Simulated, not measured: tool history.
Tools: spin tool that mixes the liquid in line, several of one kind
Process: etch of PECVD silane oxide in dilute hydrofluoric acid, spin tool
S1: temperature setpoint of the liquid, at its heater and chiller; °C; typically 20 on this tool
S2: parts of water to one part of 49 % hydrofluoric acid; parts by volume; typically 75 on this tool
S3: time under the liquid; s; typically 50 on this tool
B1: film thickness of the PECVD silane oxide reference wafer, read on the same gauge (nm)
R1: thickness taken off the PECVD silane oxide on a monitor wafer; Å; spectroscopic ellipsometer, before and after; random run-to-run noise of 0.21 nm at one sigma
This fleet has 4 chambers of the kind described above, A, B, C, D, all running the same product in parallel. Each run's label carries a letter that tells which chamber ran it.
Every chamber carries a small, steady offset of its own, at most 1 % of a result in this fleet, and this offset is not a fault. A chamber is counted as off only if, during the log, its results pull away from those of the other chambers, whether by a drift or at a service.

{"run": "1A", "hour": 5.4, "S1": 20, "S2": 75, "S3": 50, "B1": 109.99, "R1": 293.05}
{"run": "2B", "hour": 11.1, "S1": 20, "S2": 75, "S3": 50, "B1": 109.96, "R1": 285.89}
{"run": "3C", "hour": 16.1, "S1": 20, "S2": 75, "S3": 50, "B1": 110.05, "R1": 292.31}
{"run": "4D", "hour": 20.0, "S1": 20, "S2": 75, "S3": 50, "B1": 110.01, "R1": 286.98}
{"run": "5B", "hour": 25.0, "S1": 20, "S2": 75, "S3": 50, "B1": 110.0, "R1": 290.8}
{"run": "6C", "hour": 30.4, "S1": 22, "S2": 75, "S3": 75, "B1": 110.04, "R1": 473.61}
{"run": "7A", "hour": 35.5, "S1": 22, "S2": 75, "S3": 75, "B1": 110.03, "R1": 477.39}
{"run": "8D", "hour": 41.4, "S1": 22, "S2": 75, "S3": 75, "B1": 110.03, "R1": 481.44}
{"run": "9D", "hour": 46.1, "S1": 22, "S2": 75, "S3": 75, "B1": 110.03, "R1": 475.01}
{"run": "10C", "hour": 48.9, "S1": 20, "S2": 60, "S3": 80, "B1": 109.98, "R1": 581.08}
{"run": "11A", "hour": 53.1, "S1": 20, "S2": 60, "S3": 80, "B1": 110.03, "R1": 583.59}
{"run": "12B", "hour": 58.4, "S1": 20, "S2": 60, "S3": 80, "B1": 110.04, "R1": 583.15}
{"run": "13A", "hour": 61.7, "S1": 20, "S2": 60, "S3": 80, "B1": 110.0, "R1": 588.62}
{"run": "14C", "hour": 67.3, "S1": 20, "S2": 75, "S3": 50, "B1": 109.96, "R1": 285.49}
{"run": "15D", "hour": 73.4, "S1": 20, "S2": 75, "S3": 50, "B1": 110.01, "R1": 291.74}
{"run": "16B", "hour": 76.7, "S1": 18, "S2": 75, "S3": 30, "B1": 109.98, "R1": 158.43}
{"run": "17B", "hour": 80.8, "S1": 18, "S2": 75, "S3": 30, "B1": 110.0, "R1": 157.45}
{"run": "18D", "hour": 84.1, "S1": 18, "S2": 75, "S3": 30, "B1": 110.03, "R1": 159.21}
{"run": "19C", "hour": 88.2, "S1": 18, "S2": 75, "S3": 30, "B1": 110.01, "R1": 161.21}
{"run": "20A", "hour": 93.8, "S1": 20, "S2": 75, "S3": 50, "B1": 110.0, "R1": 282.62}
{"run": "21D", "hour": 97.5, "S1": 20, "S2": 75, "S3": 50, "B1": 109.99, "R1": 291.6}
{"run": "22A", "hour": 101.9, "S1": 20, "S2": 75, "S3": 50, "B1": 110.04, "R1": 280.7}
{"run": "23C", "hour": 106.0, "S1": 20, "S2": 110, "S3": 25, "B1": 110.0, "R1": 94.672}
{"run": "24B", "hour": 110.3, "S1": 20, "S2": 110, "S3": 25, "B1": 109.99, "R1": 94.447}
{"run": "25C", "hour": 116.1, "S1": 20, "S2": 110, "S3": 25, "B1": 110.0, "R1": 95.22}
{"run": "26D", "hour": 119.1, "S1": 20, "S2": 110, "S3": 25, "B1": 109.99, "R1": 95.549}
{"run": "27B", "hour": 123.5, "S1": 20, "S2": 75, "S3": 50, "B1": 109.99, "R1": 284.95}
{"run": "28A", "hour": 126.7, "S1": 20, "S2": 75, "S3": 50, "B1": 109.98, "R1": 277.6}
{"run": "29B", "hour": 131.0, "S1": 20, "S2": 75, "S3": 50, "B1": 109.97, "R1": 288.7}
{"run": "30A", "hour": 136.7, "S1": 20, "S2": 75, "S3": 50, "B1": 109.97, "R1": 274.82}
{"run": "31D", "hour": 142.3, "S1": 20, "S2": 75, "S3": 50, "B1": 109.96, "R1": 293.44}
{"run": "32C", "hour": 146.1, "S1": 20, "S2": 75, "S3": 50, "B1": 110.0, "R1": 288.09}
{"run": "33B", "hour": 149.1, "S1": 20, "S2": 75, "S3": 50, "B1": 109.99, "R1": 286.93}
{"run": "34C", "hour": 152.2, "S1": 20, "S2": 75, "S3": 50, "B1": 110.0, "R1": 290.32}
{"run": "35D", "hour": 156.3, "S1": 20, "S2": 75, "S3": 50, "B1": 110.01, "R1": 292.61}
{"run": "36A", "hour": 161.4, "S1": 20, "S2": 75, "S3": 50, "B1": 110.01, "R1": 271.39}
{"run": "37D", "hour": 164.4, "S1": 20, "S2": 75, "S3": 50, "B1": 109.99, "R1": 288.98}
{"run": "38A", "hour": 167.7, "S1": 20, "S2": 75, "S3": 50, "B1": 110.02, "R1": 272.8}

What goes on in this fleet: one chamber off, a drifting gauge, or nothing beyond the chambers' own small offsets? Name the chamber and the cause, if any.

It is chamber A that slowly wanders off from its peers.
Cause: liquid colder than its thermometer reads (K) = 1.79.
The log may not tell that from: hydrofluoric acid flow below the setpoint (%).

Below are 4 candidate recipes for chamber A's next run, each the usual settings with a change, their results shown as question marks. Which of them brings A's results back in line with what the other chambers give on the usual settings?
To be in line, a result may differ from the other chambers' mean on the usual settings by at most: R1 7.300 Å
{"run": "39A-1", "hour": 172.1, "S1": 21.5, "S2": 75, "S3": 50, "R1": "?"}
{"run": "39A-2", "hour": 172.1, "S1": 20.5, "S2": 75, "S3": 55, "R1": "?"}
{"run": "39A-3", "hour": 172.1, "S1": 17.5, "S2": 75, "S3": 50, "R1": "?"}
{"run": "39A-4", "hour": 172.1, "S1": 20.0, "S2": 80, "S3": 50, "R1": "?"}

Average result of the remaining chambers running the usual settings: R1 289.350 Å
run=39A-1 R1=289.500
run=39A-2 R1=305.220
run=39A-3 R1=243.550
run=39A-4 R1=252.900
The right change is 39A-1: it brings the chamber back within the allowed miss of the others.

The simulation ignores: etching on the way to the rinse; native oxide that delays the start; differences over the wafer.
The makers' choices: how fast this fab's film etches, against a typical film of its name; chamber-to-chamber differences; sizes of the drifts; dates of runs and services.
